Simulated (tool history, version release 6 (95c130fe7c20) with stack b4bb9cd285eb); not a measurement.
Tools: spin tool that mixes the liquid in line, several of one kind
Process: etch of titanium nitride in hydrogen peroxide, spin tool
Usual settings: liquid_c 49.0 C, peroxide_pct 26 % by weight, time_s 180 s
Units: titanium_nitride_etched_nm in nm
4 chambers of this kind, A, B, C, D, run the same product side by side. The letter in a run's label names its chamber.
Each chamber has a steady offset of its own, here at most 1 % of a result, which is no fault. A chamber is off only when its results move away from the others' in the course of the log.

| run | day | liquid_c | peroxide_pct | time_s | hours since the thermometer was replaced | hours since the peroxide flow meter was replaced | hours since the heated supply line was repaired | hours since the drum of peroxide was connected | read-back film thickness of the titanium nitride reference wafer, read on the same gauge (nm) | titanium_nitride_etched_nm |
|---|---|---|---|---|---|---|---|---|---|---|
| 1D | 0.467 | 49.0 | 26 | 180 | 503.8 | 766.8 | 1149.1 | 978.8 | 29.996 | 8.9666 |
|  | 0.879 | chamber A: heated supply line repaired |
| 2C | 0.883 | 49.0 | 26 | 180 | 799.4 | 1990.9 | 799.4 | 717.1 | 29.981 | 9.1071 |
|  | 1.221 | chamber C: new drum of peroxide connected |
| 3B | 1.325 | 49.0 | 26 | 180 | 561.8 | 305.9 | 2214.5 | 200.2 | 29.994 | 9.2095 |
| 4A | 1.558 | 49.0 | 26 | 180 | 485.6 | 494.2 | 16.4 | 967.5 | 29.978 | 9.0918 |
| 5B | 1.875 | 49.0 | 26 | 180 | 575.0 | 319.1 | 2227.7 | 213.4 | 30.000 | 9.1808 |
| 6A | 2.254 | 49.0 | 26 | 180 | 502.3 | 510.9 | 33.1 | 984.2 | 30.016 | 8.9833 |
| 7C | 2.617 | 44.5 | 26 | 180 | 841.0 | 2032.5 | 841.0 | 33.6 | 30.005 | 6.5872 |
|  | 2.725 | chamber D: thermometer replaced |
| 8D | 2.933 | 44.5 | 26 | 180 | 5.1 | 826.0 | 1208.3 | 1038.0 | 30.013 | 6.6847 |
| 9A | 3.167 | 44.5 | 26 | 180 | 524.2 | 532.8 | 55.0 | 1006.1 | 30.004 | 6.4784 |
| 10C | 3.417 | 44.5 | 26 | 180 | 860.2 | 2051.7 | 860.2 | 52.8 | 30.003 | 6.5804 |
| 11D | 3.721 | 57.0 | 30 | 180 | 24.0 | 844.9 | 1227.2 | 1056.9 | 30.010 | 16.5390 |
| 12B | 3.950 | 57.0 | 30 | 180 | 624.8 | 368.9 | 2277.5 | 263.2 | 29.997 | 16.8260 |
| 13A | 4.242 | 57.0 | 30 | 180 | 550.0 | 558.6 | 80.8 | 1031.9 | 30.017 | 16.4870 |
| 14C | 4.521 | 57.0 | 30 | 180 | 886.7 | 2078.2 | 886.7 | 79.3 | 30.000 | 16.4570 |
| 15D | 4.754 | 49.0 | 26 | 180 | 48.8 | 869.7 | 1252.0 | 1081.7 | 29.997 | 9.1058 |
| 16B | 5.158 | 49.0 | 26 | 180 | 653.8 | 397.9 | 2306.5 | 292.2 | 29.994 | 9.0024 |
| 17C | 5.567 | 49.0 | 26 | 180 | 911.8 | 2103.3 | 911.8 | 104.4 | 29.992 | 9.1302 |
| 18B | 6.046 | 49.0 | 26 | 180 | 675.1 | 419.2 | 2327.8 | 313.5 | 30.001 | 9.0762 |
| 19A | 6.521 | 40.0 | 19 | 180 | 604.7 | 613.3 | 135.5 | 1086.6 | 30.014 | 4.3552 |
| 20D | 6.858 | 40.0 | 19 | 180 | 99.3 | 920.2 | 1302.5 | 1132.2 | 30.017 | 4.3490 |
| 21B | 7.188 | 40.0 | 19 | 180 | 702.5 | 446.6 | 2355.2 | 340.9 | 30.002 | 4.3451 |
| 22C | 7.538 | 40.0 | 19 | 180 | 959.1 | 2150.6 | 959.1 | 151.7 | 30.002 | 4.4060 |
| 23A | 7.783 | 49.0 | 26 | 180 | 635.0 | 643.6 | 165.8 | 1116.9 | 30.009 | 9.1346 |
| 24D | 8.221 | 52.5 | 26 | 180 | 132.0 | 952.9 | 1335.2 | 1164.9 | 29.970 | 11.6890 |
| 25A | 8.667 | 52.5 | 26 | 180 | 656.2 | 664.8 | 187.0 | 1138.1 | 30.006 | 11.7000 |
| 26D | 9.121 | 52.5 | 26 | 180 | 153.6 | 974.5 | 1356.8 | 1186.5 | 29.995 | 11.6310 |
| 27B | 9.554 | 52.5 | 26 | 180 | 759.3 | 503.4 | 2412.0 | 397.7 | 30.002 | 11.8110 |

What goes on in this fleet: one chamber off, a drifting gauge, or nothing beyond the chambers' own small offsets? Name the chamber and the cause, if any.

No chamber stands off beyond its own small offset, and the gauge holds steady.
